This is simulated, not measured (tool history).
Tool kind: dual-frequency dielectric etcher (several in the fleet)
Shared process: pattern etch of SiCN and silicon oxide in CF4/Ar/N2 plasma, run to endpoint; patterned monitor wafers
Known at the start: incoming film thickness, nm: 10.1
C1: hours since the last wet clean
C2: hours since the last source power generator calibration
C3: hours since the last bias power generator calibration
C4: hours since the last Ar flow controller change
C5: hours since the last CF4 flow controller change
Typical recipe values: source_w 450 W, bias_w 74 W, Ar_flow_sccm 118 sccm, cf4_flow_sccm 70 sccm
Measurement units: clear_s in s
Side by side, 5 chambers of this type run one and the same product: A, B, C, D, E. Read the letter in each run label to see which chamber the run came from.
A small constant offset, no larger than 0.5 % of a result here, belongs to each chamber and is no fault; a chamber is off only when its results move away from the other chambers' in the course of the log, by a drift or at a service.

Run 1C, hour 6.7: usual settings; C1 234.4; C2 2057.1; C3 113.1; C4 534.2; C5 1590.2. Result: clear_s 11.9390 s.
Run 2E, hour 10.7: usual settings; C1 290.1; C2 1164.4; C3 954.4; C4 1524.7; C5 2023.2. Result: clear_s 11.8410 s.
Run 3D, hour 15.3: usual settings; C1 279.3; C2 1315.6; C3 1527.9; C4 325.0; C5 3496.5. Result: clear_s 11.8910 s.
Run 4B, hour 19.5: usual settings; C1 334.8; C2 1004.2; C3 3122.3; C4 3069.6; C5 400.8. Result: clear_s 11.9740 s.
Run 5A, hour 25.1: usual settings; C1 267.9; C2 2305.8; C3 603.6; C4 4663.9; C5 1713.6. Result: clear_s 11.8840 s.
Run 6C, hour 29.7: usual settings; C1 257.4; C2 2080.1; C3 136.1; C4 557.2; C5 1613.2. Result: clear_s 11.9370 s.
Run 7B, hour 35.4: usual settings; C1 350.7; C2 1020.1; C3 3138.2; C4 3085.5; C5 416.7. Result: clear_s 11.9600 s.
Run 8E, hour 39.1: usual settings but Ar_flow_sccm 97 sccm, cf4_flow_sccm 63 sccm; C1 318.5; C2 1192.8; C3 982.8; C4 1553.1; C5 2051.6. Result: clear_s 11.6380 s.
Run 9D, hour 44.1: usual settings but Ar_flow_sccm 97 sccm, cf4_flow_sccm 63 sccm; C1 308.1; C2 1344.4; C3 1556.7; C4 353.8; C5 3525.3. Result: clear_s 11.7120 s.
Run 10A, hour 51.7: usual settings but Ar_flow_sccm 97 sccm, cf4_flow_sccm 63 sccm; C1 294.5; C2 2332.4; C3 630.2; C4 4690.5; C5 1740.2. Result: clear_s 11.6560 s.
Run 11E, hour 56.7: usual settings but Ar_flow_sccm 97 sccm, cf4_flow_sccm 63 sccm; C1 336.1; C2 1210.4; C3 1000.4; C4 1570.7; C5 2069.2. Result: clear_s 11.6890 s.
Run 12B, hour 63.7: usual settings but Ar_flow_sccm 97 sccm, cf4_flow_sccm 63 sccm; C1 379.0; C2 1048.4; C3 3166.5; C4 3113.8; C5 445.0. Result: clear_s 11.7790 s.
Run 13C, hour 68.6: usual settings but source_w 490 W, bias_w 85 W; C1 296.3; C2 2119.0; C3 175.0; C4 596.1; C5 1652.1. Result: clear_s 10.5850 s.
At hour 68.9: chamber B: Ar flow controller replaced.
Run 14A, hour 76.5: usual settings but source_w 490 W, bias_w 85 W; C1 319.3; C2 2357.2; C3 655.0; C4 4715.3; C5 1765.0. Result: clear_s 10.4840 s.
Run 15D, hour 84.6: usual settings but source_w 490 W, bias_w 85 W; C1 348.6; C2 1384.9; C3 1597.2; C4 394.3; C5 3565.8. Result: clear_s 10.4480 s.
Run 16A, hour 91.6: usual settings but source_w 490 W, bias_w 85 W; C1 334.4; C2 2372.3; C3 670.1; C4 4730.4; C5 1780.1. Result: clear_s 10.5480 s.
Run 17C, hour 96.6: usual settings but source_w 490 W, bias_w 85 W; C1 324.3; C2 2147.0; C3 203.0; C4 624.1; C5 1680.1. Result: clear_s 10.5470 s.
Run 18B, hour 102.0: usual settings; C1 417.3; C2 1086.7; C3 3204.8; C4 33.2; C5 483.3. Result: clear_s 11.8660 s.
Run 19D, hour 106.1: usual settings; C1 370.1; C2 1406.4; C3 1618.7; C4 415.8; C5 3587.3. Result: clear_s 11.9200 s.
Run 20E, hour 110.9: usual settings; C1 390.3; C2 1264.6; C3 1054.6; C4 1624.9; C5 2123.4. Result: clear_s 11.8820 s.
At hour 114.0: chamber D: wet clean of the chamber.
Run 21A, hour 114.6: usual settings; C1 357.4; C2 2395.3; C3 693.1; C4 4753.4; C5 1803.1. Result: clear_s 11.8930 s.
Run 22C, hour 119.8: usual settings; C1 347.5; C2 2170.2; C3 226.2; C4 647.3; C5 1703.3. Result: clear_s 11.9860 s.
Run 23E, hour 123.7: usual settings; C1 403.1; C2 1277.4; C3 1067.4; C4 1637.7; C5 2136.2. Result: clear_s 11.8850 s.
Run 24D, hour 127.3: usual settings; C1 13.3; C2 1427.6; C3 1639.9; C4 437.0; C5 3608.5. Result: clear_s 11.5560 s.
Run 25B, hour 135.0: usual settings; C1 450.3; C2 1119.7; C3 3237.8; C4 66.2; C5 516.3. Result: clear_s 11.8950 s.
Run 26A, hour 140.5: usual settings; C1 383.3; C2 2421.2; C3 719.0; C4 4779.3; C5 1829.0. Result: clear_s 11.8420 s.
Run 27E, hour 147.3: usual settings; C1 426.7; C2 1301.0; C3 1091.0; C4 1661.3; C5 2159.8. Result: clear_s 11.8310 s.
Run 28D, hour 153.2: usual settings; C1 39.2; C2 1453.5; C3 1665.8; C4 462.9; C5 3634.4. Result: clear_s 11.4680 s.
Run 29B, hour 157.0: usual settings but source_w 540 W, cf4_flow_sccm 75 sccm; C1 472.3; C2 1141.7; C3 3259.8; C4 88.2; C5 538.3. Result: clear_s 10.0410 s.
Run 30C, hour 162.1: usual settings but source_w 540 W, cf4_flow_sccm 75 sccm; C1 389.8; C2 2212.5; C3 268.5; C4 689.6; C5 1745.6. Result: clear_s 10.0640 s.
Run 31C, hour 167.1: usual settings but source_w 540 W, cf4_flow_sccm 75 sccm; C1 394.8; C2 2217.5; C3 273.5; C4 694.6; C5 1750.6. Result: clear_s 10.0290 s.
Run 32B, hour 171.3: usual settings but source_w 540 W, cf4_flow_sccm 75 sccm; C1 486.6; C2 1156.0; C3 3274.1; C4 102.5; C5 552.6. Result: clear_s 10.0070 s.
Run 33D, hour 176.0: usual settings but source_w 540 W, cf4_flow_sccm 75 sccm; C1 62.0; C2 1476.3; C3 1688.6; C4 485.7; C5 3657.2. Result: clear_s 9.6728 s.
Run 34E, hour 182.9: usual settings; C1 462.3; C2 1336.6; C3 1126.6; C4 1696.9; C5 2195.4. Result: clear_s 11.8340 s.
Run 35A, hour 186.5: usual settings; C1 429.3; C2 2467.2; C3 765.0; C4 4825.3; C5 1875.0. Result: clear_s 11.9050 s.
Run 36B, hour 193.3: usual settings; C1 508.6; C2 1178.0; C3 3296.1; C4 124.5; C5 574.6. Result: clear_s 11.8630 s.
Run 37D, hour 200.1: usual settings; C1 86.1; C2 1500.4; C3 1712.7; C4 509.8; C5 3681.3. Result: clear_s 11.5720 s.
Run 38A, hour 206.1: usual settings; C1 448.9; C2 2486.8; C3 784.6; C4 4844.9; C5 1894.6. Result: clear_s 11.8520 s.
Run 39E, hour 210.3: usual settings; C1 489.7; C2 1364.0; C3 1154.0; C4 1724.3; C5 2222.8. Result: clear_s 11.8880 s.
At hour 210.7: chamber E: wet clean of the chamber.
At hour 211.5: chamber C: wet clean of the chamber.
Run 40C, hour 215.1: usual settings; C1 3.7; C2 2265.5; C3 321.5; C4 742.6; C5 1798.6. Result: clear_s 11.9910 s.
Run 41E, hour 223.3: usual settings; C1 12.6; C2 1377.0; C3 1167.0; C4 1737.3; C5 2235.8. Result: clear_s 11.8850 s.
Run 42D, hour 227.2: usual settings; C1 113.2; C2 1527.5; C3 1739.8; C4 536.9; C5 3708.4. Result: clear_s 11.5220 s.

What goes on in this fleet: one chamber off, a drifting gauge, or nothing beyond the chambers' own small offsets? Name the chamber and the cause, if any.

After it was serviced, chamber D no longer matches the other chambers.
Likeliest cause: etch rate over this chamber's usual, % = 3.15.

Below are 4 candidate recipes for chamber D's next run, each the usual settings with a change, their results shown as question marks. Which of them brings D's results back in line with what the other chambers give on the usual settings?
Counts as in line when no further than this from what the other chambers average on the usual settings: clear_s 0.1500 s
Run 43D-1, hour 233.0: usual settings but bias_w 65 W, Ar_flow_sccm 125 sccm, cf4_flow_sccm 66 sccm. Result: clear_s ?.
Run 43D-2, hour 233.0: usual settings but bias_w 80 W, Ar_flow_sccm 114 sccm. Result: clear_s ?.
Run 43D-3, hour 233.0: usual settings but source_w 480 W, cf4_flow_sccm 71 sccm. Result: clear_s ?.
Run 43D-4, hour 233.0: usual settings but Ar_flow_sccm 143 sccm. Result: clear_s ?.

Usual-settings mean across the other chambers: clear_s 11.9060 s
  run  clear_s
43D-1  12.2990
43D-2  11.1700
43D-3  10.8820
43D-4  11.8960
Change 43D-4 lands the chamber within the allowed miss of the other chambers.
